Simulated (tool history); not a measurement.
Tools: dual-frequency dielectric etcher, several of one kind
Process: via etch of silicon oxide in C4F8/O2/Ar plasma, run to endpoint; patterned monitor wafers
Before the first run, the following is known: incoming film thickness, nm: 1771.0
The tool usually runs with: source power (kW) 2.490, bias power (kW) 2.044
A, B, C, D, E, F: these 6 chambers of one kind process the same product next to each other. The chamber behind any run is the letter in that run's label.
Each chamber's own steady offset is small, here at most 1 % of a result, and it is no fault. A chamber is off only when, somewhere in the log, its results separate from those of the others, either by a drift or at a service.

run,hour,source power (kW),bias power (kW),hours since the last wet clean,hours since the last source power generator calibration,hours since the last bias power generator calibration,endpoint time (s)
# hour 3.7: chamber D: bias power generator calibrated
# hour 4.8: chamber E: wet clean of the chamber
1B,9.5,2.490,2.044,495.0,1469.7,590.3,317.36
2A,18.3,2.490,2.044,296.3,4300.2,1738.1,318.55
3D,25.8,2.490,2.044,295.6,1423.0,22.2,314.01
4E,34.4,2.490,2.044,29.7,2290.9,825.0,317.78
5F,40.5,1.920,2.516,156.0,3227.0,2120.9,327.53
6C,54.3,1.920,2.516,338.6,1820.9,1354.6,329.18
7A,62.5,1.920,2.516,340.5,4344.4,1782.3,331.93
# hour 70.2: chamber B: wet clean of the chamber
8F,71.5,1.920,2.516,187.0,3258.0,2151.9,327.35
# hour 78.2: chamber D: wet clean of the chamber
9B,83.3,1.920,2.516,13.1,1543.5,664.1,331.54
10C,97.1,1.920,2.516,381.4,1863.7,1397.4,331.63
# hour 98.1: chamber C: wet clean of the chamber
11E,105.7,1.900,2.044,101.0,2362.2,896.3,354.39
12D,114.3,1.900,2.044,36.2,1511.5,110.7,349.14
13D,123.5,1.900,2.044,45.4,1520.7,119.9,350.25
14C,130.9,1.900,2.044,32.9,1897.5,1431.2,353.14
15A,141.7,1.900,2.044,419.7,4423.6,1861.5,354.01
# hour 148.8: chamber C: source power generator calibrated
16E,152.0,1.900,2.044,147.3,2408.5,942.6,353.72
17B,163.1,2.490,2.044,92.9,1623.3,743.9,319.96
18F,170.9,2.490,2.044,286.4,3357.4,2251.3,317.05
# hour 173.5: chamber A: source power generator calibrated
19E,177.4,2.490,2.044,172.7,2433.9,968.0,317.45
20B,184.9,2.250,2.503,114.7,1645.1,765.7,310.80
21A,191.2,2.250,2.503,469.2,17.7,1911.0,310.52
22D,203.4,2.250,2.503,125.3,1600.6,199.8,310.52
23F,216.3,2.250,2.503,331.8,3402.8,2296.7,310.36
24C,222.7,2.250,2.503,124.7,73.9,1523.0,313.04
25B,233.9,2.250,2.503,163.7,1694.1,814.7,312.75
26E,246.9,2.490,2.044,242.2,2503.4,1037.5,315.85
27A,257.8,2.490,2.424,535.8,84.3,1977.6,297.77
28F,269.2,2.490,2.424,384.7,3455.7,2349.6,300.93
# hour 275.9: chamber D: source power generator calibrated
29D,276.7,2.490,2.424,198.6,0.8,273.1,300.76
30C,286.0,2.490,2.424,188.0,137.2,1586.3,301.79
31F,295.7,2.490,2.424,411.2,3482.2,2376.1,299.45
32C,304.8,2.490,2.424,206.8,156.0,1605.1,304.22
33B,314.3,2.490,2.044,244.1,1774.5,895.1,319.91
34E,322.2,2.490,2.044,317.5,2578.7,1112.8,319.43
35D,330.9,2.490,2.044,252.8,55.0,327.3,316.01
36A,343.1,2.490,2.044,621.1,169.6,2062.9,311.94
37A,354.2,2.490,2.044,632.2,180.7,2074.0,308.89
38C,365.3,2.490,2.044,267.3,216.5,1665.6,318.24
39E,377.7,2.880,2.200,373.0,2634.2,1168.3,295.05

Is one chamber off against the others, does the gauge drift, or is nothing wrong? If a chamber is off, say which, and what the likeliest cause is.

It is chamber A that slowly wanders off from its peers.
Likeliest cause: etch rate over this chamber's usual, % = 3.19.

Chamber A could run next with any of the 4 candidate recipes listed below; each alters the usual settings, and their results appear as question marks. Which one brings its results back in line with what the other chambers deliver on the usual settings?
Maximum distance from the other chambers' mean on the usual settings for a result to count as in line: endpoint time (s) 4.30
40A-1,387.7,2.280,1.916,,,,?
40A-2,387.7,2.380,1.977,,,,?
40A-3,387.7,2.700,2.172,,,,?
40A-4,387.7,2.600,2.111,,,,?

On the usual settings, the other chambers give on average: endpoint time (s) 316.93
run,endpoint time (s)
40A-1,324.77
40A-2,316.47
40A-3,293.05
40A-4,299.91
It is 40A-2 that realigns the chamber with its peers.

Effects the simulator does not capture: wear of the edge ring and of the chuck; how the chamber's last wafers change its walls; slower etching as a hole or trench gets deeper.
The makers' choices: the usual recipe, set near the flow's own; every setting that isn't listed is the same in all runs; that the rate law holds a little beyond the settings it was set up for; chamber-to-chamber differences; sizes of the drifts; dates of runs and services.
